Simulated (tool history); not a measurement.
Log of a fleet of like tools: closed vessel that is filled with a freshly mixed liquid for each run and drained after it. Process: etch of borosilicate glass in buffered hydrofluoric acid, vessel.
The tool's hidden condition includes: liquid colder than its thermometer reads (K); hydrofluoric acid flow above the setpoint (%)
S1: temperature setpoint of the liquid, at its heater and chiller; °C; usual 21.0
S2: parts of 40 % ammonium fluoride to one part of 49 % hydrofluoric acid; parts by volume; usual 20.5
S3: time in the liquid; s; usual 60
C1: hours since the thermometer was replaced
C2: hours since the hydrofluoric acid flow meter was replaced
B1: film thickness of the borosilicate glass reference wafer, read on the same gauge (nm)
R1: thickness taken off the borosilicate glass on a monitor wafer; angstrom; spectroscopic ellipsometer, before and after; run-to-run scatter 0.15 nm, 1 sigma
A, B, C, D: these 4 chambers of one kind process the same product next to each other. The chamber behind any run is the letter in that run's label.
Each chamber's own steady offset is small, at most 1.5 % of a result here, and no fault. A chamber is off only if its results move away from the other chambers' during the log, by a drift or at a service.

run	hour	S1	S2	S3	C1	C2	B1	R1
1A	5.5	21.0	20.5	60	940.8	1803.4	70.012	317.15
2D	10.9	21.0	20.5	60	1563.2	95.7	69.979	316.14
3B	15.5	21.0	20.5	60	2414.5	982.5	69.996	311.79
4C	24.6	21.0	20.5	60	190.6	1967.6	69.980	314.13
5B	30.8	21.0	20.5	60	2429.8	997.8	70.003	311.83
6A	39.2	21.0	20.5	60	974.5	1837.1	69.987	317.35
7C	48.4	21.0	20.5	60	214.4	1991.4	69.983	312.31
8D	54.5	21.0	20.5	60	1606.8	139.3	70.005	318.62
9A	61.0	21.0	20.5	60	996.3	1858.9	70.003	316.28
10D	70.9	21.0	20.5	60	1623.2	155.7	70.010	317.89
11C	75.4	21.0	20.5	60	241.4	2018.4	69.971	314.81
12B	84.3	21.0	20.5	60	2483.3	1051.3	70.030	312.68
13D	88.7	21.0	20.5	60	1641.0	173.5	70.052	316.40
14C	98.3	17.5	20.5	60	264.3	2041.3	70.012	259.32
15B	105.4	17.5	20.5	60	2504.4	1072.4	70.040	257.39
# hour 111.9: chamber B: hydrofluoric acid flow meter replaced
16A	112.1	17.5	20.5	60	1047.4	1910.0	70.024	256.46
17C	119.1	17.5	20.5	60	285.1	2062.1	70.024	258.10
18B	128.3	21.0	20.5	60	2527.3	16.5	70.020	311.45
19D	137.4	21.0	20.5	60	1689.7	222.2	70.006	318.26
20A	144.5	21.0	20.5	60	1079.8	1942.4	70.012	308.71
# hour 152.7: chamber D: thermometer replaced
21A	153.8	21.0	20.5	60	1089.1	1951.7	70.012	306.76
22D	160.0	19.0	20.5	30	7.3	244.8	70.009	142.32
23B	167.1	19.0	20.5	30	2566.1	55.3	70.055	139.67
24C	176.1	19.0	20.5	30	342.1	2119.1	70.005	139.73

Each of the 4 chambers runs these same settings next. Fill in every chamber's results:
25A	183.2	21.0	20.5	60				?
25B	183.2	21.0	20.5	60				?
25C	183.2	21.0	20.5	60				?
25D	183.2	21.0	20.5	60				?

run	R1
25A	306.50
25B	313.59
25C	309.11
25D	316.90
